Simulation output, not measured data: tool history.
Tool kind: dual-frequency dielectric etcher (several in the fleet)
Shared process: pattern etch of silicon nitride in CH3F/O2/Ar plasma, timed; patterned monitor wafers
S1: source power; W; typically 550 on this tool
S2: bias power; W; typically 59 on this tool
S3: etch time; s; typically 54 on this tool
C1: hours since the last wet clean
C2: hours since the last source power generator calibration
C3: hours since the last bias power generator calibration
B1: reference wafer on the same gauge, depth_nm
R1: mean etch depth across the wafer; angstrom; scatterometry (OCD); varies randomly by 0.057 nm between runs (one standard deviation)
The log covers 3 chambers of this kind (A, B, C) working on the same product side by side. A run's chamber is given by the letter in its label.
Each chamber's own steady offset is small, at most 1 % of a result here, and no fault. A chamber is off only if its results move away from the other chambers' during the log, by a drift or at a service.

run 1C hour=5.5 | S1=550 S2=59 S3=54 | C1=375.1 C2=2755.7 C3=2955.8 | B1=45.606 | R1=400.68
run 2A hour=13.9 | S1=550 S2=59 S3=54 | C1=429.7 C2=1121.4 C3=1520.4 | B1=45.614 | R1=403.20
-- hour=18.1 chamber C: wet clean of the chamber
run 3B hour=22.5 | S1=550 S2=59 S3=54 | C1=156.7 C2=2696.3 C3=1750.3 | B1=45.628 | R1=399.15
run 4C hour=28.7 | S1=550 S2=59 S3=54 | C1=10.7 C2=2778.9 C3=2979.0 | B1=45.633 | R1=401.11
run 5A hour=38.6 | S1=550 S2=59 S3=54 | C1=454.4 C2=1146.1 C3=1545.1 | B1=45.632 | R1=402.68
run 6B hour=43.6 | S1=550 S2=59 S3=54 | C1=177.8 C2=2717.4 C3=1771.4 | B1=45.660 | R1=398.99
run 7B hour=53.0 | S1=550 S2=59 S3=54 | C1=187.2 C2=2726.8 C3=1780.8 | B1=45.663 | R1=398.55
run 8C hour=60.1 | S1=550 S2=59 S3=54 | C1=42.1 C2=2810.3 C3=3010.4 | B1=45.678 | R1=402.07
run 9A hour=70.3 | S1=550 S2=59 S3=54 | C1=486.1 C2=1177.8 C3=1576.8 | B1=45.698 | R1=403.91
-- hour=77.8 chamber A: wet clean of the chamber
run 10C hour=80.8 | S1=550 S2=67 S3=41 | C1=62.8 C2=2831.0 C3=3031.1 | B1=45.712 | R1=317.70
run 11A hour=89.3 | S1=550 S2=67 S3=41 | C1=11.5 C2=1196.8 C3=1595.8 | B1=45.709 | R1=318.83
run 12B hour=97.3 | S1=550 S2=67 S3=41 | C1=231.5 C2=2771.1 C3=1825.1 | B1=45.731 | R1=315.25
run 13B hour=105.3 | S1=550 S2=59 S3=54 | C1=239.5 C2=2779.1 C3=1833.1 | B1=45.729 | R1=399.63
run 14A hour=115.3 | S1=550 S2=59 S3=54 | C1=37.5 C2=1222.8 C3=1621.8 | B1=45.743 | R1=403.87
run 15C hour=122.6 | S1=550 S2=59 S3=54 | C1=104.6 C2=2872.8 C3=3072.9 | B1=45.748 | R1=402.00
run 16C hour=128.4 | S1=550 S2=59 S3=54 | C1=110.4 C2=2878.6 C3=3078.7 | B1=45.758 | R1=401.74
run 17B hour=137.3 | S1=670 S2=59 S3=54 | C1=271.5 C2=2811.1 C3=1865.1 | B1=45.782 | R1=431.39
run 18A hour=145.0 | S1=670 S2=59 S3=54 | C1=67.2 C2=1252.5 C3=1651.5 | B1=45.798 | R1=436.29
run 19A hour=155.4 | S1=670 S2=59 S3=54 | C1=77.6 C2=1262.9 C3=1661.9 | B1=45.781 | R1=436.94
run 20C hour=160.2 | S1=550 S2=59 S3=54 | C1=142.2 C2=2910.4 C3=3110.5 | B1=45.800 | R1=401.90
run 21B hour=168.0 | S1=550 S2=59 S3=54 | C1=302.2 C2=2841.8 C3=1895.8 | B1=45.805 | R1=399.58
run 22B hour=175.8 | S1=550 S2=59 S3=54 | C1=310.0 C2=2849.6 C3=1903.6 | B1=45.838 | R1=400.79
run 23C hour=183.1 | S1=550 S2=59 S3=54 | C1=165.1 C2=2933.3 C3=3133.4 | B1=45.835 | R1=402.21
run 24A hour=187.9 | S1=550 S2=59 S3=54 | C1=110.1 C2=1295.4 C3=1694.4 | B1=45.842 | R1=404.97
run 25A hour=194.0 | S1=550 S2=59 S3=54 | C1=116.2 C2=1301.5 C3=1700.5 | B1=45.858 | R1=403.22
run 26B hour=198.8 | S1=550 S2=59 S3=54 | C1=333.0 C2=2872.6 C3=1926.6 | B1=45.887 | R1=400.38

What goes on in this fleet: one chamber off, a drifting gauge, or nothing beyond the chambers' own small offsets? Name the chamber and the cause, if any.

It is the gauge, not a chamber: its drift shows up in every chamber's results at once, and no chamber is off.
What lies behind it: gauge reads high (%) = 0.59.
